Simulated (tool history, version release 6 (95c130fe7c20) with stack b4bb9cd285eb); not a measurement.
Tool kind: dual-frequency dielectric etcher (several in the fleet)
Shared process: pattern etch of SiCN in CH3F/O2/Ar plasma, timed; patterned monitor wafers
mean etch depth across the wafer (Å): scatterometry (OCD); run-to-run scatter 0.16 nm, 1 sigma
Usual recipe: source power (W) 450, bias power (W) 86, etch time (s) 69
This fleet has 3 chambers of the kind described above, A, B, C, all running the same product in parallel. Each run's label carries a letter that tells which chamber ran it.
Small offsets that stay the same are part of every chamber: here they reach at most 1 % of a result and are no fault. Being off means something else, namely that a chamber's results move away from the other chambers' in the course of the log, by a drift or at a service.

run   hour  source power (W)  bias power (W)  etch time (s)  hours since the last wet clean  hours since the last source power generator calibration  hours since the last bias power generator calibration  read-back reference wafer on the same gauge, depth_nm  mean etch depth across the wafer (Å)
 1B    5.4               450              86             69                           159.2                                                   1300.3                                                 1027.7                                                  29.65                                290.51
 2A   10.2               450              86             69                           456.2                                                   2225.4                                                 1696.8                                                 29.591                                292.28
 3C   18.2               450              86             69                             348                                                   3211.7                                                  116.7                                                 29.626                                286.08
 4B   26.4               450              86             69                           180.2                                                   1321.3                                                 1048.7                                                 29.629                                290.05
 5C   35.8               450              86             69                           365.6                                                   3229.3                                                  134.3                                                 29.605                                289.15
 6A   40.8               450              86             69                           486.8                                                     2256                                                 1727.4                                                 29.569                                290.29
 7A   51.1               450              86             69                           497.1                                                   2266.3                                                 1737.7                                                 29.606                                289.84
 8C   57.8               450              86             69                           387.6                                                   3251.3                                                  156.3                                                 29.606                                290.99
 9B   65.5               450             104           53.5                           219.3                                                   1360.4                                                 1087.8                                                 29.602                                240.59
10A   71.4               450             104           53.5                           517.4                                                   2286.6                                                   1758                                                 29.668                                240.14
11C   81.8               450             104           53.5                           411.6                                                   3275.3                                                  180.3                                                 29.627                                245.78
12B   89.1               450              86             69                           242.9                                                     1384                                                 1111.4                                                 29.621                                288.31
13B   96.5               450              86           78.5                           250.3                                                   1391.4                                                 1118.8                                                 29.622                                328.56
14A  102.8               450              86           78.5                           548.8                                                     2318                                                 1789.4                                                 29.618                                334.23
     103.5  -- chamber A: wet clean of the chamber
15C  109.6               450              86           78.5                           439.4                                                   3303.1                                                  208.1                                                 29.607                                335.54
16A  120.1               450              86             69                            16.7                                                   2335.3                                                 1806.7                                                  29.58                                288.89
17C  130.7               370              86             69                           460.5                                                   3324.2                                                  229.2                                                 29.635                                272.82
18B  139.9               370              86             69                           293.7                                                   1434.8                                                 1162.2                                                 29.618                                266.41
19B  149.2               370              86             69                             303                                                   1444.1                                                 1171.5                                                 29.587                                270.47
20A  155.2               450              86             69                            51.8                                                   2370.4                                                 1841.8                                                 29.618                                290.44
21C    163               450              86             69                           492.8                                                   3356.5                                                  261.5                                                 29.537                                297.52
22C  170.7               450              86             69                           500.5                                                   3364.2                                                  269.2                                                 29.551                                299.25
23A  175.4               450              86             69                              72                                                   2390.6                                                   1862                                                 29.612                                293.31
24B  185.3               450              86             69                           339.1                                                   1480.2                                                 1207.6                                                 29.625                                288.34
25A  192.6               450              86             69                            89.2                                                   2407.8                                                 1879.2                                                 29.593                                   291
26C  197.4               550              86             69                           527.2                                                   3390.9                                                  295.9                                                 29.614                                322.42
27B  202.3               550              86             69                           356.1                                                   1497.2                                                 1224.6                                                 29.588                                309.84

Does one chamber stand apart from the rest, does the shared gauge drift, or is all well apart from small per-chamber offsets? Give the chamber and the most likely cause, where there is one.

It is chamber C that slowly wanders off from its peers.
Cause: etch rate over this chamber's usual, % = 4.84.

Chamber C could run next with any of the 4 candidate recipes listed below; each alters the usual settings, and their results appear as question marks. Which one brings its results back in line with what the other chambers deliver on the usual settings?
Counts as in line when no further than this from what the other chambers average on the usual settings: mean etch depth across the wafer (Å) 5.7
28C-1   210               450              86             72                                                                                                                                                                                                                                            ?
28C-2   210               450              85           66.5                                                                                                                                                                                                                                            ?
28C-3   210               450              86           68.5                                                                                                                                                                                                                                            ?
28C-4   210               460              87             69                                                                                                                                                                                                                                            ?

What the other chambers average on the usual settings: mean etch depth across the wafer (Å) 289.41
  run  mean etch depth across the wafer (Å)
28C-1                                316.44
28C-2                                291.03
28C-3                                301.06
28C-4                                307.07
It is 28C-2 that realigns the chamber with its peers.
